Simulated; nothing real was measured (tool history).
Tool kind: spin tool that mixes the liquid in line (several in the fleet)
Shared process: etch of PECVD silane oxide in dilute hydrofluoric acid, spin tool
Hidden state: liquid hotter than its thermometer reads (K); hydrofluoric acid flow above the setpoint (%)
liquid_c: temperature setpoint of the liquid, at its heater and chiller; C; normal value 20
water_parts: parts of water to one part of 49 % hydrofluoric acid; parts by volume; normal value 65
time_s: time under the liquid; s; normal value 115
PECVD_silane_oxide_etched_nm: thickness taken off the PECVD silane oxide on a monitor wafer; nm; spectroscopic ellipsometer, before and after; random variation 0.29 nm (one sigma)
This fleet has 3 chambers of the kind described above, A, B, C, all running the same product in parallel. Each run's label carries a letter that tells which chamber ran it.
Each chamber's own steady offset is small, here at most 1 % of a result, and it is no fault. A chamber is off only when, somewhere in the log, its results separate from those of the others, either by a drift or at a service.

run	hour	liquid_c	water_parts	time_s	hours since the thermometer was replaced	hours since the hydrofluoric acid flow meter was replaced	read-back film thickness of the PECVD silane oxide reference wafer, read on the same gauge (nm)	PECVD_silane_oxide_etched_nm
1A	7.8	20	65	115	311.5	478.2	49.982	30.876
# hour 8.1: chamber A: hydrofluoric acid flow meter replaced
# hour 18.5: chamber C: thermometer replaced
2B	22.9	20	65	115	647.7	1205.4	49.993	31.009
3C	36.1	20	65	115	17.7	649.3	50.012	30.740
4B	49.6	20	65	115	674.4	1232.1	49.989	31.256
5A	57.2	17	65	115	360.9	49.1	49.993	27.029
6C	70.3	17	65	115	51.9	683.5	50.020	27.184
7A	79.8	17	65	115	383.5	71.7	50.008	28.017
8B	86.6	20	65	115	711.4	1269.1	50.008	30.943
9C	95.0	20	65	115	76.6	708.2	49.989	31.179
10A	105.9	20	65	115	409.6	97.8	49.989	31.283
11B	121.5	20	65	115	746.3	1304.0	50.005	31.298
12C	129.4	20	65	115	111.0	742.6	50.014	31.237
13C	141.7	20	65	115	123.3	754.9	50.004	31.435
14A	157.4	20	65	115	461.1	149.3	49.992	31.098
15B	170.3	20	65	115	795.1	1352.8	49.981	31.679
16B	183.6	20	65	115	808.4	1366.1	49.985	31.773
17C	194.7	20	65	115	176.3	807.9	49.982	31.359
18A	202.8	20	65	115	506.5	194.7	49.966	30.930
19A	216.1	20	65	115	519.8	208.0	50.003	31.228
20C	225.9	20	65	115	207.5	839.1	50.019	31.397
21B	237.9	20	65	115	862.7	1420.4	49.989	31.970
# hour 247.6: chamber C: hydrofluoric acid flow meter replaced
22B	249.8	20	65	115	874.6	1432.3	49.999	31.976
23A	262.2	17	65	75	565.9	254.1	50.014	18.017
24C	275.8	17	65	75	257.4	28.3	50.000	17.415
25A	289.9	17	65	75	593.6	281.8	49.989	17.827
26B	304.4	20	65	115	929.2	1486.9	49.989	32.863
27C	314.2	20	65	115	295.8	66.7	50.000	31.076
28B	329.6	20	65	115	954.4	1512.1	50.028	33.412
29C	338.0	20	65	115	319.6	90.5	50.006	30.907

All chambers now run identical settings, listed one chamber a line with results as question marks. What results will each chamber show?
30A	349.2	20	75	115				?
30B	349.2	20	75	115				?
30C	349.2	20	75	115				?

run	PECVD_silane_oxide_etched_nm
30A	26.854
30B	28.336
30C	26.960

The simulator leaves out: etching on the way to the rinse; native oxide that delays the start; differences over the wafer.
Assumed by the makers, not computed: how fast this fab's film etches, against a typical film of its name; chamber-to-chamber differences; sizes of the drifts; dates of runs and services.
